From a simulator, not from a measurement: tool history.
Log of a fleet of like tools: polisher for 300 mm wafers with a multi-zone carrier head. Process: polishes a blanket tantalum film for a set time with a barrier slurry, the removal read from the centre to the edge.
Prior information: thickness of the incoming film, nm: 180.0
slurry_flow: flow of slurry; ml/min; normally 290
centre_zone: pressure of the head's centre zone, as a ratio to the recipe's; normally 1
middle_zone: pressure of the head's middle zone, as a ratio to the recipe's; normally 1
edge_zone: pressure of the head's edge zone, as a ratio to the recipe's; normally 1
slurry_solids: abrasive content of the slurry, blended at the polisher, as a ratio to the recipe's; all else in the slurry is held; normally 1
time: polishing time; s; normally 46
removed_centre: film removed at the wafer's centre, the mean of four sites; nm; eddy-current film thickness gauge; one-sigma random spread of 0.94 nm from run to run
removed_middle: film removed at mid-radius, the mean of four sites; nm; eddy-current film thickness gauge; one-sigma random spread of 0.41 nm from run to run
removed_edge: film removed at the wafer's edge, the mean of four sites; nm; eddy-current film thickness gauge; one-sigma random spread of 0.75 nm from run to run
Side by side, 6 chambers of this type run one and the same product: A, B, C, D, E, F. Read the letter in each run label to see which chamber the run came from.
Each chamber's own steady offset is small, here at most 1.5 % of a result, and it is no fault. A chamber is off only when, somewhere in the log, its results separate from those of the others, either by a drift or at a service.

run,hour,slurry_flow,centre_zone,middle_zone,edge_zone,slurry_solids,time,removed_centre,removed_middle,removed_edge
# hour 4.4: chamber D: worn pad replaced by a new one
1C,12.6,290,1,1,1,1,46,63.651,65.226,64.959
2E,25.1,290,1,1,1,1,46,66.53,65.597,65.898
# hour 31.8: chamber C: slurry nozzle cleaned
3D,32,290,1,1,1,1,46,68.454,65.395,66.176
# hour 36.6: chamber F: worn pad replaced by a new one
# hour 38.1: chamber E: slurry nozzle cleaned
4B,38.3,290,1,1,1,1,46,65.572,65.063,65.433
5A,46.4,290,1,1,1,0.8,46,60.426,60.838,61.366
6F,55.4,290,1,1,1,0.8,46,60.031,60.578,60.877
# hour 57.6: chamber C: worn pad replaced by a new one
7D,65,290,1,1,1,0.8,46,61.349,60.553,61.117
# hour 66.7: chamber F: edge zone pressure recalibrated
# hour 70.5: chamber A: edge zone pressure recalibrated
8B,74.2,290,1,1,1,0.8,46,60.839,60.622,61.815
# hour 76.3: chamber A: worn pad replaced by a new one
9F,80.8,290,1,1,1,0.8,46,62.179,61.181,60.974
# hour 85.5: chamber B: worn pad replaced by a new one
10E,91.6,290,1,1,1,0.8,46,63.074,60.743,60.912
# hour 98.8: chamber E: worn pad replaced by a new one
11C,99,290,1,1,1,1,46,64.09,65.675,64.588
12A,104.9,290,1,1,1,1,46,66.271,65.619,64.369
# hour 106.8: chamber D: worn pad replaced by a new one
# hour 112.4: chamber F: worn pad replaced by a new one
13D,116.7,290,1,1,1,1,46,66.641,64.974,66.266
14B,127.1,290,1,1,1,1,57,81.738,81.323,82.694
# hour 136.6: chamber F: slurry nozzle cleaned
15C,137.4,290,1,1,1,1,57,77.923,81.583,81.575
# hour 139.2: chamber C: centre zone pressure recalibrated
# hour 144: chamber C: worn pad replaced by a new one
16A,147.1,290,1,1,1,1,57,80.212,80.071,80.963
17F,154.2,290,1,1,1,1,57,81.352,81.32,81.64
# hour 161.8: chamber A: worn pad replaced by a new one
18E,163.7,290,1,1,1,1,57,83.035,81.534,82.878
# hour 169: chamber B: slurry nozzle cleaned
19E,175.1,290,1,1,1,1,57,81.768,80.625,81.526
# hour 175.5: chamber B: worn pad replaced by a new one
# hour 176.2: chamber B: centre zone pressure recalibrated
# hour 183.9: chamber D: centre zone pressure recalibrated
# hour 184.8: chamber D: edge zone pressure recalibrated
20A,187.8,290,1,1,1,1,46,66.055,65.381,66.386
# hour 189.2: chamber F: worn pad replaced by a new one
21C,199,290,1,1,1,1,46,63.071,65.118,63.422
# hour 205.8: chamber D: worn pad replaced by a new one
22B,210.7,290,1,1,1,1,46,64.689,64.488,65.797
# hour 216.9: chamber C: worn pad replaced by a new one
# hour 217.7: chamber D: slurry nozzle cleaned
23F,221.8,290,1,1,1,1,46,64.834,64.771,63.834
24D,232.9,290,1,1,1,1,46,65.743,65.067,65.081
# hour 233.5: chamber A: worn pad replaced by a new one
# hour 235.3: chamber E: worn pad replaced by a new one
# hour 241.2: chamber C: slurry nozzle cleaned
25A,245.5,290,1,1,1,1,46,65.352,65.003,65.698
# hour 249.5: chamber E: edge zone pressure recalibrated
26B,253.8,290,1,1,1,1,46,63.917,65.42,65.912
# hour 261: chamber F: worn pad replaced by a new one
27E,261.6,290,1,1,1,0.85,36,49.325,48.434,50.268
# hour 262.6: chamber B: worn pad replaced by a new one
28C,272.7,290,1,1,1,0.85,36,47.564,49.527,48.112
29F,283.1,290,1,1,1,0.85,36,47.804,48.438,49.18
30D,288.9,290,1,1,1,0.85,36,49.023,48.391,48.964
# hour 294.4: chamber C: worn pad replaced by a new one
31C,295,290,1,1,1,0.85,36,47.9,48.421,49.916
# hour 297: chamber D: worn pad replaced by a new one
32D,304.9,290,1,1,1,0.85,36,50.527,47.905,49.346
# hour 305: chamber A: worn pad replaced by a new one
33E,313.7,290,1,1,1,1,46,63.114,65.189,66.019
34A,323.7,290,1,1,1,1,46,62.982,64.432,64.813
35B,330.7,290,1,1,1,1,46,64.175,65.16,66.124
36F,341.7,290,1,1,1,1,46,64.013,64.937,65.138
# hour 346.1: chamber F: worn pad replaced by a new one
37F,348.2,290,1,1,0.89,1,46,65.14,64.479,60.38

Has any chamber moved away from the others, gradually or after a service, or does the common gauge drift, or do the chambers differ only by their own small steady offsets? State the chamber and the most likely cause if one applies.

Beyond each chamber's small constant offset nothing stands out, and the gauge stays steady.
